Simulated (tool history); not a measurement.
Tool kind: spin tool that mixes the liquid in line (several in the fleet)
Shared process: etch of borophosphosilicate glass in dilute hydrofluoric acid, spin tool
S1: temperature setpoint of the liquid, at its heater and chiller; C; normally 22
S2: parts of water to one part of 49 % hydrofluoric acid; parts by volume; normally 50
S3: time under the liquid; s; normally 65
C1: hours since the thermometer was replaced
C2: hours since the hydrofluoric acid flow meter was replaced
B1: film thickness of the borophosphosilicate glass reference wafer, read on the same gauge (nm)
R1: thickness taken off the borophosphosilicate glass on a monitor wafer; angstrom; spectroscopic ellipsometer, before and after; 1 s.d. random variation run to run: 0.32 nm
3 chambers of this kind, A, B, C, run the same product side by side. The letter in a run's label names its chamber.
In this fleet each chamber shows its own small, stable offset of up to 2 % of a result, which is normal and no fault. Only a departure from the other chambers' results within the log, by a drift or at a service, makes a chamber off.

| run | hour | S1 | S2 | S3 | C1 | C2 | B1 | R1 |
|---|---|---|---|---|---|---|---|---|
| 1C | 4.2 | 22 | 50 | 65 | 239.2 | 1049.3 | 50.001 | 375.83 |
| 2B | 7 | 22 | 50 | 65 | 1068.5 | 993.7 | 50.002 | 368.78 |
| 3A | 10.8 | 22 | 50 | 65 | 635.8 | 190.3 | 50.008 | 366.43 |
| 4A | 15.6 | 22 | 50 | 65 | 640.6 | 195.1 | 50.002 | 369 |
| 5C | 19.9 | 22 | 50 | 65 | 254.9 | 1065 | 50.022 | 382.57 |
| 6B | 24.1 | 22 | 50 | 65 | 1085.6 | 1010.8 | 49.995 | 368.25 |
| 7C | 28.2 | 22 | 50 | 65 | 263.2 | 1073.3 | 50.005 | 376.18 |
| 8A | 33.2 | 22 | 50 | 50 | 658.2 | 212.7 | 49.978 | 281.64 |
| 9B | 37.8 | 22 | 50 | 50 | 1099.3 | 1024.5 | 50.009 | 285.77 |
| 10B | 42.3 | 22 | 50 | 50 | 1103.8 | 1029 | 50.004 | 289.58 |
| 11A | 46.8 | 22 | 50 | 65 | 671.8 | 226.3 | 50.029 | 363.12 |
| 12C | 51.4 | 22 | 50 | 65 | 286.4 | 1096.5 | 50.006 | 372.74 |
| 13B | 54.3 | 25.5 | 30 | 65 | 1115.8 | 1041 | 50.01 | 742.13 |
| 14A | 59 | 25.5 | 30 | 65 | 684 | 238.5 | 49.997 | 728.33 |
| 15C | 61.5 | 25.5 | 30 | 65 | 296.5 | 1106.6 | 49.988 | 753.65 |
| 16A | 66 | 22 | 50 | 65 | 691 | 245.5 | 50.004 | 378.09 |
| 17B | 71 | 18 | 50 | 25 | 1132.5 | 1057.7 | 49.99 | 119.7 |
| 18C | 73.9 | 18 | 50 | 25 | 308.9 | 1119 | 49.995 | 120.45 |
| 19C | 77.8 | 18 | 50 | 25 | 312.8 | 1122.9 | 49.971 | 122.49 |
| 20B | 80.1 | 22 | 75 | 65 | 1141.6 | 1066.8 | 50.023 | 239.48 |
| 21A | 84.8 | 22 | 75 | 65 | 709.8 | 264.3 | 50.033 | 241.2 |
| 22B | 87.6 | 22 | 75 | 65 | 1149.1 | 1074.3 | 49.995 | 240.22 |
| 23A | 91.5 | 22 | 50 | 65 | 716.5 | 271 | 49.997 | 373.39 |
| 24C | 94.3 | 19 | 50 | 65 | 329.3 | 1139.4 | 50.004 | 330.25 |
| 25A | 97.1 | 19 | 50 | 65 | 722.1 | 276.6 | 50.005 | 336.45 |
| 26B | 101.1 | 19 | 50 | 65 | 1162.6 | 1087.8 | 50.011 | 327.06 |
| 27C | 105.4 | 22 | 50 | 65 | 340.4 | 1150.5 | 49.988 | 380.3 |
| 28A | 108.7 | 22 | 50 | 65 | 733.7 | 288.2 | 49.981 | 372.36 |
| 29B | 112.4 | 22 | 50 | 65 | 1173.9 | 1099.1 | 50.001 | 373.12 |
| 30C | 116.2 | 22 | 50 | 65 | 351.2 | 1161.3 | 50 | 379.58 |
| 31B | 118.9 | 24.5 | 30 | 65 | 1180.4 | 1105.6 | 49.994 | 704.84 |
| 32A | 123.2 | 24.5 | 30 | 65 | 748.2 | 302.7 | 50.004 | 734.55 |
| 33C | 126.8 | 24.5 | 30 | 65 | 361.8 | 1171.9 | 50.006 | 727.07 |
| 34A | 129.6 | 22 | 50 | 65 | 754.6 | 309.1 | 50.017 | 384.01 |
| 35B | 134.5 | 22 | 50 | 65 | 1196 | 1121.2 | 50.008 | 370.2 |
| 36C | 137.9 | 22 | 50 | 65 | 372.9 | 1183 | 50.003 | 382.47 |
| 37C | 142.6 | 22 | 50 | 65 | 377.6 | 1187.7 | 49.997 | 375.96 |
| 38A | 146.9 | 22 | 50 | 65 | 771.9 | 326.4 | 50.017 | 388.36 |
| 39B | 150.8 | 22 | 50 | 65 | 1212.3 | 1137.5 | 49.987 | 367.1 |
| 40C | 153.9 | 22 | 50 | 65 | 388.9 | 1199 | 49.987 | 375.98 |
| 41B | 157.4 | 22 | 50 | 65 | 1218.9 | 1144.1 | 50.025 | 375.4 |

Is one chamber off against the others, does the gauge drift, or is nothing wrong? If a chamber is off, say which, and what the likeliest cause is.

Chamber A drifts away from the others.
Cause: hydrofluoric acid flow above the setpoint (%) = 5.99.
It could be hard to tell apart here from: liquid hotter than its thermometer reads (K).

Below are 4 candidate recipes for chamber A's next run, each the usual settings with a change, their results shown as question marks. Which of them brings A's results back in line with what the other chambers give on the usual settings?
In-line tolerance around the mean of the other chambers on the usual settings: R1 11 angstrom
| 42A-1 | 161 | 21 | 50 | 65 |  |  |  | ? |
| 42A-2 | 161 | 24 | 50 | 65 |  |  |  | ? |
| 42A-3 | 161 | 20 | 50 | 65 |  |  |  | ? |
| 42A-4 | 161 | 23 | 50 | 65 |  |  |  | ? |

The mean the other chambers reach with the usual settings: R1 374.28 angstrom
| run | R1 |
|---|---|
| 42A-1 | 373.62 |
| 42A-2 | 423.81 |
| 42A-3 | 358.11 |
| 42A-4 | 406.62 |
With 42A-1, the chamber falls back in line with the rest.

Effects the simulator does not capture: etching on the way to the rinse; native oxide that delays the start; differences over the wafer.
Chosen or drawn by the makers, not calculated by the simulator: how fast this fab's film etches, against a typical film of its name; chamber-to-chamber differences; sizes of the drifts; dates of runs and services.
